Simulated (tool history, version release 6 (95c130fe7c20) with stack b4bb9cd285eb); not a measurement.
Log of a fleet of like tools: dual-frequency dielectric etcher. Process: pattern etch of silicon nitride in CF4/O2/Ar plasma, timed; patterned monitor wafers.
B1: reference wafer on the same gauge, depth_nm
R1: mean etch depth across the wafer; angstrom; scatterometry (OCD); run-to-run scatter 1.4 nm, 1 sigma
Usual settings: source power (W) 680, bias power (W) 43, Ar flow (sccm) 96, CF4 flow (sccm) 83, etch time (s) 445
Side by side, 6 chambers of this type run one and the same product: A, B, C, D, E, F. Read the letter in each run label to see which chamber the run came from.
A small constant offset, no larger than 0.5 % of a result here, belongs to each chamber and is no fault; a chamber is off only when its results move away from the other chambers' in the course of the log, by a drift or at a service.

Run 1C, hour 4.7: usual settings; B1 929.71. Result: R1 10300.0 angstrom.
Run 2E, hour 8.9: usual settings; B1 929.84. Result: R1 10201.0 angstrom.
Run 3B, hour 14.0: usual settings; B1 929.84. Result: R1 10189.0 angstrom.
Run 4F, hour 19.0: usual settings; B1 929.43. Result: R1 10241.0 angstrom.
Run 5A, hour 22.8: usual settings; B1 929.44. Result: R1 10244.0 angstrom.
Run 6D, hour 25.8: usual settings; B1 929.32. Result: R1 10300.0 angstrom.
Run 7F, hour 28.5: usual settings but source power (W) 810; B1 928.81. Result: R1 11972.0 angstrom.
Run 8A, hour 32.9: usual settings but source power (W) 810; B1 929.06. Result: R1 11915.0 angstrom.
Run 9E, hour 35.5: usual settings but source power (W) 810; B1 928.68. Result: R1 11947.0 angstrom.
Run 10C, hour 40.7: usual settings but source power (W) 810; B1 928.94. Result: R1 11999.0 angstrom.
Run 11D, hour 44.7: usual settings but source power (W) 810; B1 928.54. Result: R1 11949.0 angstrom.
Run 12B, hour 48.7: usual settings but source power (W) 810; B1 928.68. Result: R1 11909.0 angstrom.
Run 13C, hour 53.4: usual settings; B1 928.22. Result: R1 10280.0 angstrom.
At hour 57.6: chamber A: wet clean of the chamber.
Run 14D, hour 58.9: usual settings; B1 928.30. Result: R1 10261.0 angstrom.
Run 15A, hour 61.7: usual settings; B1 928.24. Result: R1 10210.0 angstrom.
Run 16B, hour 65.9: usual settings; B1 928.14. Result: R1 10209.0 angstrom.
Run 17F, hour 69.1: usual settings; B1 928.19. Result: R1 10271.0 angstrom.
Run 18E, hour 71.8: usual settings but source power (W) 820, etch time (s) 550; B1 927.97. Result: R1 14890.0 angstrom.
Run 19A, hour 76.4: usual settings but source power (W) 820, etch time (s) 550; B1 927.74. Result: R1 14851.0 angstrom.
Run 20E, hour 79.4: usual settings but source power (W) 820, etch time (s) 550; B1 927.51. Result: R1 14829.0 angstrom.
Run 21F, hour 82.4: usual settings but source power (W) 820, etch time (s) 550; B1 927.56. Result: R1 14925.0 angstrom.
Run 22B, hour 85.7: usual settings but source power (W) 820, etch time (s) 550; B1 927.57. Result: R1 14928.0 angstrom.
Run 23C, hour 88.8: usual settings but source power (W) 820, etch time (s) 550; B1 927.47. Result: R1 14907.0 angstrom.
Run 24D, hour 92.9: usual settings but bias power (W) 36, CF4 flow (sccm) 64; B1 927.21. Result: R1 9235.2 angstrom.
Run 25D, hour 97.6: usual settings but bias power (W) 36, CF4 flow (sccm) 64; B1 927.34. Result: R1 9256.6 angstrom.
Run 26F, hour 101.3: usual settings but bias power (W) 36, CF4 flow (sccm) 64; B1 926.85. Result: R1 9245.0 angstrom.
Run 27C, hour 104.9: usual settings but bias power (W) 36, CF4 flow (sccm) 64; B1 926.94. Result: R1 9263.7 angstrom.
Run 28B, hour 110.0: usual settings but bias power (W) 36, CF4 flow (sccm) 64; B1 926.70. Result: R1 9182.2 angstrom.
Run 29A, hour 115.4: usual settings but bias power (W) 36, CF4 flow (sccm) 64; B1 926.31. Result: R1 9202.9 angstrom.
Run 30E, hour 120.3: usual settings but bias power (W) 37; B1 926.18. Result: R1 9652.2 angstrom.
Run 31C, hour 122.9: usual settings but bias power (W) 37; B1 926.17. Result: R1 9736.2 angstrom.
Run 32D, hour 127.0: usual settings but bias power (W) 37; B1 925.99. Result: R1 9731.4 angstrom.
Run 33A, hour 132.4: usual settings but bias power (W) 37; B1 926.06. Result: R1 9680.3 angstrom.
Run 34F, hour 137.1: usual settings but bias power (W) 37; B1 925.89. Result: R1 9686.1 angstrom.
Run 35E, hour 142.1: usual settings but bias power (W) 37; B1 925.81. Result: R1 9638.5 angstrom.
Run 36B, hour 144.8: usual settings; B1 925.63. Result: R1 10168.0 angstrom.
Run 37B, hour 149.5: usual settings; B1 925.32. Result: R1 10171.0 angstrom.
Run 38D, hour 154.8: usual settings; B1 925.25. Result: R1 10229.0 angstrom.
Run 39C, hour 157.8: usual settings; B1 925.07. Result: R1 10223.0 angstrom.
Run 40F, hour 162.3: usual settings; B1 925.02. Result: R1 10224.0 angstrom.
Run 41A, hour 165.5: usual settings; B1 925.29. Result: R1 10194.0 angstrom.
Run 42E, hour 168.4: usual settings; B1 924.78. Result: R1 10168.0 angstrom.
Run 43E, hour 173.2: usual settings; B1 924.58. Result: R1 10165.0 angstrom.
Run 44D, hour 175.7: usual settings; B1 924.62. Result: R1 10233.0 angstrom.

The same settings go to every chamber for the next run, one line per chamber below. Forecast the results for each:
Run 45A, hour 179.6: usual settings. Result: R1 ?.
Run 45B, hour 179.6: usual settings. Result: R1 ?.
Run 45C, hour 179.6: usual settings. Result: R1 ?.
Run 45D, hour 179.6: usual settings. Result: R1 ?.
Run 45E, hour 179.6: usual settings. Result: R1 ?.
Run 45F, hour 179.6: usual settings. Result: R1 ?.

run       R1
45A  10169.0
45B  10195.0
45C  10234.0
45D  10236.0
45E  10160.0
45F  10210.0

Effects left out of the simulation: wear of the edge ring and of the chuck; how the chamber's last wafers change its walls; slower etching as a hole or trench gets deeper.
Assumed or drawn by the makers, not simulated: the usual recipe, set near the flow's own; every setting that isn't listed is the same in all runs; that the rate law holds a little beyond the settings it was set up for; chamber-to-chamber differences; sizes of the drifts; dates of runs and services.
